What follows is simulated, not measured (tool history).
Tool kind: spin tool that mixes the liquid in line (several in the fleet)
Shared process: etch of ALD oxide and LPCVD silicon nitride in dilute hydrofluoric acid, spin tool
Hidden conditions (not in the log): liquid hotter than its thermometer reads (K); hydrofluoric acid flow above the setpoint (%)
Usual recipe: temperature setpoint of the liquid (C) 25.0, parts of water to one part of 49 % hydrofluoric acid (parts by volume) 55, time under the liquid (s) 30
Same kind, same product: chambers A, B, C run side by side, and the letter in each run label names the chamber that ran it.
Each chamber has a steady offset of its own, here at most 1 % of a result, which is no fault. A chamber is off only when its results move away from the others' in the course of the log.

run   hour  temperature setpoint of the liquid (C)  parts of water to one part of 49 % hydrofluoric acid (parts by volume)  time under the liquid (s)  hours since the thermometer was replaced  hours since the hydrofluoric acid flow meter was replaced  read-back film thickness of the ALD oxide reference wafer, read on the same gauge (nm)  read-back film thickness of the LPCVD silicon nitride reference wafer, read on the same gauge (nm)  thickness taken off the ALD oxide on a monitor wafer (angstrom)  thickness taken off the LPCVD silicon nitride on a monitor wafer (angstrom)
 1C    5.3                                    25.0                                                                      55                         30                                     759.5                                                     1591.2                                                                                 100.020                                                                                              109.92                                                          137.070                                                                       2.8154
 2B   16.7                                    25.0                                                                      55                         30                                     730.1                                                      417.3                                                                                 100.000                                                                                              110.02                                                          136.850                                                                       3.1023
 3A   24.8                                    25.0                                                                      55                         30                                     222.1                                                      285.8                                                                                 100.000                                                                                              109.99                                                          137.000                                                                       3.0696
 4B   33.6                                    25.0                                                                      55                         30                                     747.0                                                      434.2                                                                                 100.020                                                                                              109.96                                                          137.200                                                                       3.3380
 5C   39.2                                    25.0                                                                      55                         30                                     793.4                                                     1625.1                                                                                  99.966                                                                                              110.04                                                          137.470                                                                       3.5538
 6A   48.5                                    21.0                                                                      80                         30                                     245.8                                                      309.5                                                                                  99.977                                                                                              109.94                                                           77.329                                                                       1.7093
 7A   57.0                                    21.0                                                                      80                         30                                     254.3                                                      318.0                                                                                  99.975                                                                                              109.97                                                           77.395                                                                       1.5181
 8C   66.1                                    21.0                                                                      80                         30                                     820.3                                                     1652.0                                                                                  99.968                                                                                              110.01                                                           77.470                                                                       1.6802
 9B   76.4                                    25.0                                                                      55                         30                                     789.8                                                      477.0                                                                                 100.010                                                                                              110.03                                                          137.250                                                                       2.9991
10B   83.7                                    30.0                                                                      55                         40                                     797.1                                                      484.3                                                                                  99.999                                                                                              109.97                                                          223.080                                                                       6.4677
11C   89.5                                    30.0                                                                      55                         40                                     843.7                                                     1675.4                                                                                 100.030                                                                                              109.95                                                          223.190                                                                       6.0886
12A   96.8                                    30.0                                                                      55                         40                                     294.1                                                      357.8                                                                                 100.020                                                                                              109.96                                                          224.240                                                                       5.8697
13C  103.5                                    25.0                                                                      55                         30                                     857.7                                                     1689.4                                                                                  99.995                                                                                              110.00                                                          137.280                                                                       3.0258
14A  112.7                                    21.0                                                                      55                         30                                     310.0                                                      373.7                                                                                  99.979                                                                                              109.95                                                          116.290                                                                       2.4719
     115.2  -- chamber C: hydrofluoric acid flow meter replaced
15B  120.0                                    21.0                                                                      55                         30                                     833.4                                                      520.6                                                                                  99.958                                                                                              109.98                                                          117.340                                                                       2.5192
     121.2  -- chamber B: hydrofluoric acid flow meter replaced
16A  127.3                                    21.0                                                                      55                         30                                     324.6                                                      388.3                                                                                  99.984                                                                                              110.05                                                          115.810                                                                       2.5282
17B  135.0                                    25.0                                                                      55                         30                                     848.4                                                       13.9                                                                                  99.970                                                                                              110.00                                                          138.610                                                                       3.0792
18C  144.5                                    25.0                                                                      55                         30                                     898.7                                                       29.3                                                                                 100.000                                                                                              109.95                                                          138.800                                                                       2.5609
19A  155.1                                    25.0                                                                      35                         20                                     352.4                                                      416.1                                                                                 100.000                                                                                              110.01                                                          147.850                                                                       2.7337
20B  167.0                                    25.0                                                                      35                         20                                     880.4                                                       45.9                                                                                 100.040                                                                                              109.98                                                          148.960                                                                       2.9276
21C  172.2                                    25.0                                                                      35                         20                                     926.4                                                       57.0                                                                                  99.987                                                                                              110.01                                                          148.260                                                                       3.5964
22C  178.8                                    25.0                                                                      55                         30                                     933.0                                                       63.6                                                                                  99.974                                                                                              110.00                                                          138.370                                                                       2.8503
     186.7  -- chamber B: thermometer replaced
23A  188.8                                    25.0                                                                      55                         30                                     386.1                                                      449.8                                                                                 100.060                                                                                              110.00                                                          135.980                                                                       3.0045
24B  197.7                                    25.0                                                                      55                         30                                      11.1                                                       76.6                                                                                  99.993                                                                                              109.99                                                          137.710                                                                       2.8867
25C  209.5                                    25.0                                                                      55                         30                                     963.7                                                       94.3                                                                                  99.944                                                                                              110.04                                                          137.480                                                                       2.5621
26B  215.3                                    25.0                                                                      55                         30                                      28.7                                                       94.2                                                                                 100.000                                                                                              110.01                                                          137.350                                                                       2.8596
27A  227.1                                    25.0                                                                      55                         30                                     424.4                                                      488.1                                                                                 100.010                                                                                              109.98                                                          136.280                                                                       3.3981
28B  233.4                                    25.0                                                                      55                         30                                      46.8                                                      112.3                                                                                  99.974                                                                                              110.01                                                          138.090                                                                       3.0683
29C  242.6                                    25.0                                                                      55                         30                                     996.8                                                      127.4                                                                                 100.020                                                                                              109.98                                                          137.830                                                                       2.7773
30A  253.7                                    25.0                                                                      55                         30                                     451.0                                                      514.7                                                                                  99.988                                                                                              110.03                                                          136.190                                                                       2.6682
31A  264.4                                    25.0                                                                      55                         30                                     461.7                                                      525.4                                                                                 100.010                                                                                              110.03                                                          136.430                                                                       2.8018
32B  273.5                                    28.5                                                                      65                         30                                      86.9                                                      152.4                                                                                  99.937                                                                                              109.99                                                          132.050                                                                       3.5408
33C  279.6                                    28.5                                                                      65                         30                                    1033.8                                                      164.4                                                                                  99.991                                                                                              110.02                                                          132.230                                                                       3.3438
34C  287.3                                    28.5                                                                      65                         30                                    1041.5                                                      172.1                                                                                  99.995                                                                                              109.96                                                          131.760                                                                       3.2843
35B  299.1                                    25.0                                                                      55                         30                                     112.5                                                      178.0                                                                                 100.030                                                                                              110.03                                                          137.150                                                                       2.4969
36A  308.9                                    28.0                                                                      80                         30                                     506.2                                                      569.9                                                                                  99.988                                                                                              110.00                                                          102.970                                                                       2.2453
37C  316.8                                    28.0                                                                      80                         30                                    1071.0                                                      201.6                                                                                  99.986                                                                                              110.03                                                          103.240                                                                       2.5087
38B  325.7                                    28.0                                                                      80                         30                                     139.1                                                      204.6                                                                                 100.000                                                                                              109.97                                                          103.560                                                                       2.7674

Read the log: is a single chamber off, either drifting away or since a service, is the gauge that measures every chamber drifting, or is nothing wrong beyond small per-chamber offsets? Name any odd chamber and what most likely caused it.

All chambers stay in line apart from their small fixed offsets, and the gauge does not drift.
